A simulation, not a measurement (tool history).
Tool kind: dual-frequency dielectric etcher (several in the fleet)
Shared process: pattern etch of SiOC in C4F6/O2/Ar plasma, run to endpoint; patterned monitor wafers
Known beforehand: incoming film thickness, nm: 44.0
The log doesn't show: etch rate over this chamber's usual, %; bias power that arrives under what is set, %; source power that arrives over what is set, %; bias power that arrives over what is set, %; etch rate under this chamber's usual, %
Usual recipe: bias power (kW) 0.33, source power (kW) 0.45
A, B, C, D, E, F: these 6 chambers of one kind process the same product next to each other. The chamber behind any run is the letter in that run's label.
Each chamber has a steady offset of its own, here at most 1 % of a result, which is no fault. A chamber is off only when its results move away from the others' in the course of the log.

| run | hour | bias power (kW) | source power (kW) | hours since the last wet clean | hours since the last bias power generator calibration | hours since the last source power generator calibration | endpoint time (s) |
|---|---|---|---|---|---|---|---|
| 1D | 4.7 | 0.33 | 0.45 | 66.1 | 497.8 | 179.2 | 16.443 |
| 2C | 11.1 | 0.33 | 0.45 | 334.6 | 3919.7 | 738.3 | 16.432 |
| 3A | 17.3 | 0.33 | 0.45 | 300.1 | 1098.1 | 1038 | 16.381 |
| 4B | 21.9 | 0.33 | 0.45 | 242.9 | 2477.1 | 70.8 | 16.51 |
|  | 30.6 | chamber F: wet clean of the chamber |
| 5F | 30.6 | 0.33 | 0.45 | 0 | 452.2 | 3136 | 16.427 |
| 6E | 38.9 | 0.251 | 0.45 | 124.9 | 59.9 | 2073.2 | 18.262 |
| 7A | 47.7 | 0.251 | 0.45 | 330.5 | 1128.5 | 1068.4 | 18.051 |
| 8B | 53.6 | 0.251 | 0.45 | 274.6 | 2508.8 | 102.5 | 18.231 |
| 9C | 61.3 | 0.251 | 0.45 | 384.8 | 3969.9 | 788.5 | 17.962 |
| 10E | 71.5 | 0.251 | 0.45 | 157.5 | 92.5 | 2105.8 | 18.153 |
| 11F | 78.4 | 0.251 | 0.45 | 47.8 | 500 | 3183.8 | 17.884 |
| 12D | 87.2 | 0.33 | 0.45 | 148.6 | 580.3 | 261.7 | 16.481 |
| 13D | 92.7 | 0.33 | 0.45 | 154.1 | 585.8 | 267.2 | 16.596 |
| 14F | 99.7 | 0.33 | 0.45 | 69.1 | 521.3 | 3205.1 | 16.483 |
|  | 104.3 | chamber C: bias power generator calibrated |
| 15A | 105.7 | 0.33 | 0.45 | 388.5 | 1186.5 | 1126.4 | 16.492 |
| 16E | 114 | 0.33 | 0.45 | 200 | 135 | 2148.3 | 16.473 |
|  | 115.3 | chamber C: wet clean of the chamber |
| 17C | 118.9 | 0.33 | 0.45 | 3.6 | 14.7 | 846.1 | 16.191 |
| 18B | 126.2 | 0.33 | 0.45 | 347.2 | 2581.4 | 175.1 | 16.477 |
| 19B | 131.2 | 0.33 | 0.45 | 352.2 | 2586.4 | 180.1 | 16.457 |
| 20E | 140.4 | 0.33 | 0.45 | 226.4 | 161.4 | 2174.7 | 16.569 |
| 21D | 146.3 | 0.33 | 0.45 | 207.7 | 639.4 | 320.8 | 16.306 |
| 22F | 155.7 | 0.33 | 0.45 | 125.1 | 577.3 | 3261.1 | 16.446 |
| 23C | 161.7 | 0.33 | 0.45 | 46.4 | 57.5 | 888.9 | 16.434 |
| 24A | 170.9 | 0.33 | 0.45 | 453.7 | 1251.7 | 1191.6 | 16.156 |
| 25D | 177.8 | 0.33 | 0.45 | 239.2 | 670.9 | 352.3 | 16.578 |
| 26A | 185 | 0.33 | 0.45 | 467.8 | 1265.8 | 1205.7 | 16.284 |
| 27E | 195.5 | 0.33 | 0.45 | 281.5 | 216.5 | 2229.8 | 16.485 |
| 28B | 200.1 | 0.369 | 0.38 | 421.1 | 2655.3 | 249 | 16.968 |
| 29F | 206.3 | 0.369 | 0.38 | 175.7 | 627.9 | 3311.7 | 16.882 |
| 30C | 216 | 0.369 | 0.38 | 100.7 | 111.8 | 943.2 | 16.945 |
| 31C | 223.8 | 0.369 | 0.38 | 108.5 | 119.6 | 951 | 16.732 |
| 32B | 234.1 | 0.369 | 0.38 | 455.1 | 2689.3 | 283 | 17.096 |
|  | 235.2 | chamber B: wet clean of the chamber |
| 33E | 241.8 | 0.369 | 0.38 | 327.8 | 262.8 | 2276.1 | 16.858 |
| 34A | 250.1 | 0.33 | 0.45 | 532.9 | 1330.9 | 1270.8 | 16.011 |
|  | 259.3 | chamber D: wet clean of the chamber |
| 35D | 260.6 | 0.33 | 0.45 | 1.3 | 753.7 | 435.1 | 16.59 |
| 36F | 269.5 | 0.33 | 0.45 | 238.9 | 691.1 | 3374.9 | 16.526 |
| 37C | 277.5 | 0.33 | 0.45 | 162.2 | 173.3 | 1004.7 | 16.423 |
| 38E | 287.8 | 0.33 | 0.45 | 373.8 | 308.8 | 2322.1 | 16.493 |
| 39B | 297.9 | 0.33 | 0.45 | 62.7 | 2753.1 | 346.8 | 16.55 |
| 40F | 304.3 | 0.33 | 0.45 | 273.7 | 725.9 | 3409.7 | 16.55 |

For the next run the whole fleet of 6 chambers uses the same settings. Give each chamber's results:
| 41A | 311.8 | 0.33 | 0.45 |  |  |  | ? |
| 41B | 311.8 | 0.33 | 0.45 |  |  |  | ? |
| 41C | 311.8 | 0.33 | 0.45 |  |  |  | ? |
| 41D | 311.8 | 0.33 | 0.45 |  |  |  | ? |
| 41E | 311.8 | 0.33 | 0.45 |  |  |  | ? |
| 41F | 311.8 | 0.33 | 0.45 |  |  |  | ? |

| run | endpoint time (s) |
|---|---|
| 41A | 15.709 |
| 41B | 16.567 |
| 41C | 16.422 |
| 41D | 16.482 |
| 41E | 16.436 |
| 41F | 16.479 |

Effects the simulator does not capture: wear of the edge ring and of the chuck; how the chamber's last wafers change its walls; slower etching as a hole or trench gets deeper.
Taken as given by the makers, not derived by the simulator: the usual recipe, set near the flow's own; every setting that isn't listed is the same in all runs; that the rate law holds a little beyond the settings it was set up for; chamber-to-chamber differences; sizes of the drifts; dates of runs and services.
